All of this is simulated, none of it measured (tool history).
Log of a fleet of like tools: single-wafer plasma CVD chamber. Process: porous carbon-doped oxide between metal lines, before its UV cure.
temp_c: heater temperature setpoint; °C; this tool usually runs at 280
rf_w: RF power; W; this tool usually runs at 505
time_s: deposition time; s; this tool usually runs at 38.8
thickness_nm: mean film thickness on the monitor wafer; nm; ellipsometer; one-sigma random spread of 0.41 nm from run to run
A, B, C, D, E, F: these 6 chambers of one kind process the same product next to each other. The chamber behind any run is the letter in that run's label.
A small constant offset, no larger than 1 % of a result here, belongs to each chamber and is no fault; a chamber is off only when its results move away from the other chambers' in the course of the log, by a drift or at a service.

run,day,temp_c,rf_w,time_s,"read-back reference wafer on the same gauge, thickness_nm",thickness_nm
1F,0.462,280,505,38.8,205.95,238.32
2E,0.871,280,505,38.8,205.89,237.28
3D,1.308,280,505,38.8,205.9,237.59
4C,1.779,280,505,38.8,205.78,237.06
5B,2.342,280,505,38.8,205.81,237.59
6A,2.833,280,505,38.8,205.78,233.83
7F,3.292,280,505,38.8,205.74,238.32
8E,3.604,280,505,38.8,205.74,236.63
9A,4.188,280,505,38.8,205.67,234.27
10D,4.762,280,505,38.8,205.62,237.23
11B,5.15,280,505,38.8,205.52,237.72
12C,5.517,280,505,38.8,205.55,235.57
13D,6.088,280,505,38.8,205.5,236.9
14C,6.729,280,505,38.8,205.5,235.25
15F,7.388,285,505,41.3,205.4,244.61
16E,7.788,285,505,41.3,205.32,244.57
17B,8.204,285,505,41.3,205.36,244.65
18A,8.621,285,505,41.3,205.26,240.71
# day 9.017: chamber F: RF generator calibrated
19B,9.271,285,505,41.3,205.29,244.55
20E,9.85,285,505,41.3,205.08,243.77
21C,10.238,280,505,38.8,205.17,235.61
22A,10.662,280,505,38.8,205.19,233.96
23D,11.225,280,505,38.8,205.1,235.79
24F,11.575,280,505,38.8,205.07,237.52
25C,11.967,280,505,38.8,205.04,235.25
26F,12.479,280,505,38.8,205.01,237.62
27B,12.854,280,505,38.8,204.99,237.12
28A,13.433,280,505,38.8,204.92,233.93
29E,13.992,280,505,38.8,204.88,235.85
30D,14.367,280,505,38.8,204.83,236.55
31F,14.717,280,505,38.8,204.72,236.72
32B,15.096,270,545,38.8,204.78,265.42
33E,15.654,270,545,38.8,204.7,264.57
34D,16.217,270,545,38.8,204.66,264.51
35C,16.875,270,545,38.8,204.6,264.01
36A,17.175,270,545,38.8,204.59,262.5
37A,17.688,270,545,38.8,204.55,262.04

One chamber off, gauge drift, or nothing amiss beyond the chambers' own small offsets? If it is a chamber, which one, and what is the likeliest cause?

Every chamber seems to shift together because the gauge that measures them all drifts; the chambers themselves are fine.
Most likely cause: gauge reads low (%) = 0.712.

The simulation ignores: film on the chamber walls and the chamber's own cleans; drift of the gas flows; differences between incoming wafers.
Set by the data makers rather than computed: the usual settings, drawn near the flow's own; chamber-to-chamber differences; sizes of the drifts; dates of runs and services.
